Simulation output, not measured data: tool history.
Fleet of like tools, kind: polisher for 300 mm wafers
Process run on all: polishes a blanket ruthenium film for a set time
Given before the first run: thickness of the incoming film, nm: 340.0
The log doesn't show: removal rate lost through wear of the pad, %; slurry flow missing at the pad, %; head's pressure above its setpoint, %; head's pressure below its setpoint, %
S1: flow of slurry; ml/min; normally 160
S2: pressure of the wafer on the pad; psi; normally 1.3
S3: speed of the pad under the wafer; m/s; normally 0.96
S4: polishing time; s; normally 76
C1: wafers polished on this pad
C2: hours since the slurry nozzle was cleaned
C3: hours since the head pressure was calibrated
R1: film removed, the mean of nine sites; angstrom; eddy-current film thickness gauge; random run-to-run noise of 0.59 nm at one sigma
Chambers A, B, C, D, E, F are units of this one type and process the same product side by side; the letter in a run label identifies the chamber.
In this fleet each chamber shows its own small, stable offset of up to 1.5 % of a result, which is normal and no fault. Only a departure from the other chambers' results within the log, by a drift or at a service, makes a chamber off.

run	hour	S1	S2	S3	S4	C1	C2	C3	R1
# hour 3.3: chamber C: worn pad replaced by a new one
1C	8.1	160	1.3	0.96	76	47	331.9	47.2	556.51
2B	14.7	160	1.3	0.96	76	567	92.6	67.1	545.2
# hour 16.7: chamber A: slurry nozzle cleaned
3D	20.5	160	1.3	0.96	76	777	129.3	612.1	546.07
# hour 27.1: chamber B: worn pad replaced by a new one
4E	28.5	160	1.3	0.96	76	708	32.3	273.4	541.46
# hour 34: chamber D: worn pad replaced by a new one
5F	38.8	160	1.3	0.96	86	904	255.1	290.1	615.1
# hour 46.1: chamber A: worn pad replaced by a new one
6A	46.5	160	1.3	0.96	86	4	29.9	559.7	618.66
# hour 54.1: chamber F: worn pad replaced by a new one
7B	54.1	160	1.3	0.96	86	262	132	106.5	602.16
8C	61	160	1.3	0.96	86	561	384.8	100.1	617.18
9E	72.5	160	1.3	0.96	86	1136	76.3	317.4	608.6
# hour 79.4: chamber C: worn pad replaced by a new one
10D	80.4	160	1.3	0.96	86	452	189.2	672	624.64
# hour 87.6: chamber E: worn pad replaced by a new one
11F	88.7	160	1.3	0.96	76	337	305	340	533.3
# hour 91.6: chamber B: worn pad replaced by a new one
12A	95.2	160	1.3	0.96	76	478	78.6	608.4	546.58
13A	106.1	160	1.3	0.96	76	584	89.5	619.3	538.74
# hour 116.2: chamber D: head pressure recalibrated
14D	117	160	1.3	0.96	76	808	225.8	0.9	609.42
# hour 125.2: chamber A: worn pad replaced by a new one
15B	127.4	120	1.3	0.96	50	348	205.3	179.8	336.81
# hour 135.9: chamber D: worn pad replaced by a new one
16C	136.3	120	1.3	0.96	50	554	460.1	175.4	343.1
# hour 137: chamber F: head pressure recalibrated
# hour 139.6: chamber C: worn pad replaced by a new one
17F	144.3	120	1.3	0.96	50	878	360.6	7.4	338.54
# hour 147.1: chamber D: slurry nozzle cleaned
# hour 149.2: chamber F: worn pad replaced by a new one
18E	155.7	120	1.3	0.96	50	662	159.5	400.6	334.77
19A	163.3	120	1.3	0.96	50	371	146.7	676.5	342.5
20F	175.4	120	1.3	0.96	50	255	391.7	38.5	341.17
# hour 176.6: chamber B: worn pad replaced by a new one
21E	181.2	105	1.3	0.96	76	910	185	426.1	494.56
22D	191.5	105	1.3	0.96	76	541	44.5	75.4	567.8
# hour 195.5: chamber A: worn pad replaced by a new one
23C	202.6	105	1.3	0.96	76	613	526.4	241.7	496.21
# hour 206.4: chamber E: worn pad replaced by a new one
# hour 209.7: chamber C: worn pad replaced by a new one
24B	211.1	105	1.3	0.96	76	336	289	263.5	494.33
25C	223.8	105	1.3	0.96	76	137	547.6	262.9	502.95
26D	230.4	105	1.3	0.96	76	920	83.4	114.3	567.31
# hour 231.9: chamber A: head pressure recalibrated
# hour 234.7: chamber D: worn pad replaced by a new one
# hour 239.6: chamber F: worn pad replaced by a new one
# hour 242.3: chamber B: worn pad replaced by a new one
27A	242.5	160	1.3	0.96	76	457	225.9	10.6	548.12
28F	252.8	160	1.3	0.96	76	128	469.1	115.9	540.29
29E	265.6	160	1.3	0.96	76	576	269.4	510.5	532.75
# hour 273.6: chamber A: worn pad replaced by a new one
30B	276.6	160	1.3	0.96	76	334	354.5	329	540.44
31C	282.1	160	1.3	0.96	76	704	605.9	321.2	550.06
32E	287.7	160	1.1	0.96	76	791	291.5	532.6	458.32
33D	294	160	1.1	0.96	76	576	147	177.9	527.52
34A	306.3	160	1.1	0.96	76	318	289.7	74.4	470.99
# hour 310.5: chamber B: worn pad replaced by a new one
35F	317	160	1.1	0.96	76	753	533.3	180.1	464
# hour 325.2: chamber F: worn pad replaced by a new one
36B	325.6	160	1.1	0.96	76	147	403.5	378	462.04
37F	334.9	160	1.1	0.96	76	95	551.2	198	459.27

Has any chamber moved away from the others, gradually or after a service, or does the common gauge drift, or do the chambers differ only by their own small steady offsets? State the chamber and the most likely cause if one applies.

A service on chamber D put it out of line with the rest.
What lies behind it: head's pressure above its setpoint, % = 11.5.

Chamber D could run next with any of the 4 candidate recipes listed below; each alters the usual settings, and their results appear as question marks. Which one brings its results back in line with what the other chambers deliver on the usual settings?
Allowed miss from the other chambers' usual-settings mean, per result, to count as in line: R1 21 angstrom
38D-1	344.2	160	1.3	1.08	76				?
38D-2	344.2	160	1.2	0.92	76				?
38D-3	344.2	160	1.3	0.96	72				?
38D-4	344.2	160	1.3	0.98	78				?

Mean of the other chambers on the usual settings: R1 541.02 angstrom
run	R1
38D-1	688.55
38D-2	541.56
38D-3	579.56
38D-4	640.99
38D-2 puts the chamber back in line with the other chambers.

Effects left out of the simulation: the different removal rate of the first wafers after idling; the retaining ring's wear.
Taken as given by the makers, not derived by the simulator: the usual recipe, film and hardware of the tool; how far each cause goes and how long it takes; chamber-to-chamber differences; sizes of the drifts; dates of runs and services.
